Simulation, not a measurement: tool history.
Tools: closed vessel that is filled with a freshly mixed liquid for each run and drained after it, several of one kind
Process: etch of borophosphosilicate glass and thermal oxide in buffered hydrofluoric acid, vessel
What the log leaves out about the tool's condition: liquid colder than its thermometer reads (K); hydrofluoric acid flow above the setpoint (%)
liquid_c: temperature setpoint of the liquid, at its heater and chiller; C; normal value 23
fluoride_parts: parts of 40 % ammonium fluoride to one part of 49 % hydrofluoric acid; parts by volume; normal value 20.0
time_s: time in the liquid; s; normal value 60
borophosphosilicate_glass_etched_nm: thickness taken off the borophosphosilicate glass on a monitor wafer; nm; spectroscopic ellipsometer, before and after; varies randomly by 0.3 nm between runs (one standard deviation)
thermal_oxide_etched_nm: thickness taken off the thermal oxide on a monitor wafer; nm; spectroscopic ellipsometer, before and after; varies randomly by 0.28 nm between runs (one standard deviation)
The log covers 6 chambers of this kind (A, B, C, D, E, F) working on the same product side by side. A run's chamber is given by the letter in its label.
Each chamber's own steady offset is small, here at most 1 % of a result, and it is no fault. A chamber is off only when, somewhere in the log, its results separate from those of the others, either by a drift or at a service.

run    day  liquid_c  fluoride_parts  time_s  hours since the thermometer was replaced  hours since the hydrofluoric acid flow meter was replaced  read-back film thickness of the borophosphosilicate glass reference wafer, read on the same gauge (nm)  read-back film thickness of the thermal oxide reference wafer, read on the same gauge (nm)  borophosphosilicate_glass_etched_nm  thermal_oxide_etched_nm
 1C  0.146        23            20.0      60                                     744.6                                                     1252.2                                                                                                  69.965                                                                                      79.996                               61.487                   32.114
 2E  0.408        23            20.0      60                                     715.7                                                      349.9                                                                                                  70.036                                                                                      79.987                               60.887                   32.191
 3B  0.650        23            20.0      60                                     143.7                                                     1041.7                                                                                                  69.990                                                                                      79.991                               60.006                   32.681
 4A  0.842        23            20.0      60                                     701.7                                                      161.2                                                                                                  69.986                                                                                      79.987                               60.113                   32.198
 5F  1.050        23            20.0      60                                    1405.9                                                      694.4                                                                                                  70.002                                                                                      80.002                               60.329                   32.921
 6D  1.200        23            20.0      90                                     511.2                                                     1207.5                                                                                                  70.016                                                                                      79.998                               89.989                   48.129
 7A  1.350        23            20.0      90                                     713.9                                                      173.4                                                                                                  70.005                                                                                      80.008                               90.345                   48.890
 8F  1.546        23            20.0      90                                    1417.8                                                      706.3                                                                                                  69.998                                                                                      79.998                               91.483                   48.260
 9C  1.838        23            20.0      90                                     785.2                                                     1292.8                                                                                                  70.017                                                                                      79.991                               91.360                   47.532
10E  1.975        23            20.0      90                                     753.3                                                      387.5                                                                                                  70.001                                                                                      79.985                               89.711                   48.434
11D  2.158        23            20.0      90                                     534.2                                                     1230.5                                                                                                  69.995                                                                                      79.992                               90.560                   48.763
12B  2.404        27            20.0      60                                     185.8                                                     1083.8                                                                                                  69.987                                                                                      79.995                               74.999                   40.731
13C  2.662        27            20.0      60                                     805.0                                                     1312.6                                                                                                  70.015                                                                                      80.014                               75.162                   40.556
14E  2.850        27            20.0      60                                     774.3                                                      408.5                                                                                                  69.996                                                                                      80.009                               74.747                   40.743
15A  3.029        27            20.0      60                                     754.2                                                      213.7                                                                                                  70.017                                                                                      79.995                               74.280                   40.745
16B  3.212        27            20.0      60                                     205.2                                                     1103.2                                                                                                  70.008                                                                                      80.003                               74.935                   40.089
17D  3.383        27            20.0      60                                     563.6                                                     1259.9                                                                                                  70.000                                                                                      80.008                               74.782                   39.729
18F  3.662        23            20.0      60                                    1468.6                                                      757.1                                                                                                  70.023                                                                                      80.003                               60.242                   32.427
19F  3.908        23            20.0      60                                    1474.5                                                      763.0                                                                                                  69.990                                                                                      79.990                               60.319                   32.641
20E  4.196        23            20.0      60                                     806.6                                                      440.8                                                                                                  69.989                                                                                      79.993                               60.110                   32.071
21A  4.438        23            12.5      50                                     788.0                                                      247.5                                                                                                  70.002                                                                                      79.996                               79.028                   42.370
22C  4.675        23            12.5      50                                     853.3                                                     1360.9                                                                                                  70.010                                                                                      80.019                               80.355                   42.816
23B  4.862        23            12.5      50                                     244.8                                                     1142.8                                                                                                  70.013                                                                                      79.992                               78.760                   42.585
24D  5.029        23            12.5      50                                     603.1                                                     1299.4                                                                                                  70.008                                                                                      79.987                               79.560                   42.851
25F  5.254        23            12.5      50                                    1506.8                                                      795.3                                                                                                  70.009                                                                                      80.010                               79.772                   42.553
26B  5.521        23            12.5      50                                     260.6                                                     1158.6                                                                                                  70.018                                                                                      80.013                               79.230                   43.128
27E  5.667        23            20.0      60                                     841.9                                                      476.1                                                                                                  70.007                                                                                      79.999                               60.351                   32.331
28C  5.846        23            20.0      60                                     881.4                                                     1389.0                                                                                                  70.027                                                                                      80.004                               60.801                   32.154
29A  6.112        23            20.0      60                                     828.2                                                      287.7                                                                                                  69.976                                                                                      80.020                               59.855                   32.257
30D  6.279        23            20.0      60                                     633.1                                                     1329.4                                                                                                  70.018                                                                                      80.001                               60.327                   32.228
31A  6.517        23            20.0      60                                     837.9                                                      297.4                                                                                                  70.001                                                                                      80.026                               59.574                   32.459
32F  6.754        23            20.0      60                                    1542.8                                                      831.3                                                                                                  69.991                                                                                      80.007                               60.512                   32.330
33B  7.012        23            20.0      60                                     296.4                                                     1194.4                                                                                                  70.011                                                                                      79.989                               59.744                   32.808
34D  7.229        23            20.0      60                                     655.9                                                     1352.2                                                                                                  69.985                                                                                      79.983                               60.388                   32.337
35E  7.508        23            20.0      60                                     886.1                                                      520.3                                                                                                  70.027                                                                                      80.007                               60.377                   32.324
36C  7.679        23            20.0      60                                     925.4                                                     1433.0                                                                                                  70.012                                                                                      79.986                               60.725                   32.606
37E  7.850        23            20.0      60                                     894.3                                                      528.5                                                                                                  70.018                                                                                      80.008                               60.343                   32.361
38C  8.133        23            20.0      60                                     936.3                                                     1443.9                                                                                                  69.987                                                                                      80.000                               60.966                   32.152
39A  8.312        23            20.0      60                                     881.0                                                      340.5                                                                                                  70.031                                                                                      79.993                               60.133                   32.385
40F  8.538        23            15.5      60                                    1585.6                                                      874.1                                                                                                  70.004                                                                                      80.000                               77.530                   41.262
41D  8.754        23            15.5      60                                     692.5                                                     1388.8                                                                                                  69.969                                                                                      79.983                               77.025                   41.219

Each of the 6 chambers runs these same settings next. Fill in every chamber's results:
42A  8.962        23            20.0      80                                                                                                                                                                                                                                                                                                                                             ?                        ?
42B  8.962        23            20.0      80                                                                                                                                                                                                                                                                                                                                             ?                        ?
42C  8.962        23            20.0      80                                                                                                                                                                                                                                                                                                                                             ?                        ?
42D  8.962        23            20.0      80                                                                                                                                                                                                                                                                                                                                             ?                        ?
42E  8.962        23            20.0      80                                                                                                                                                                                                                                                                                                                                             ?                        ?
42F  8.962        23            20.0      80                                                                                                                                                                                                                                                                                                                                             ?                        ?

run  borophosphosilicate_glass_etched_nm  thermal_oxide_etched_nm
42A                               80.530                   42.970
42B                               80.221                   43.161
42C                               81.327                   43.755
42D                               81.151                   43.515
42E                               80.528                   42.720
42F                               80.184                   43.537
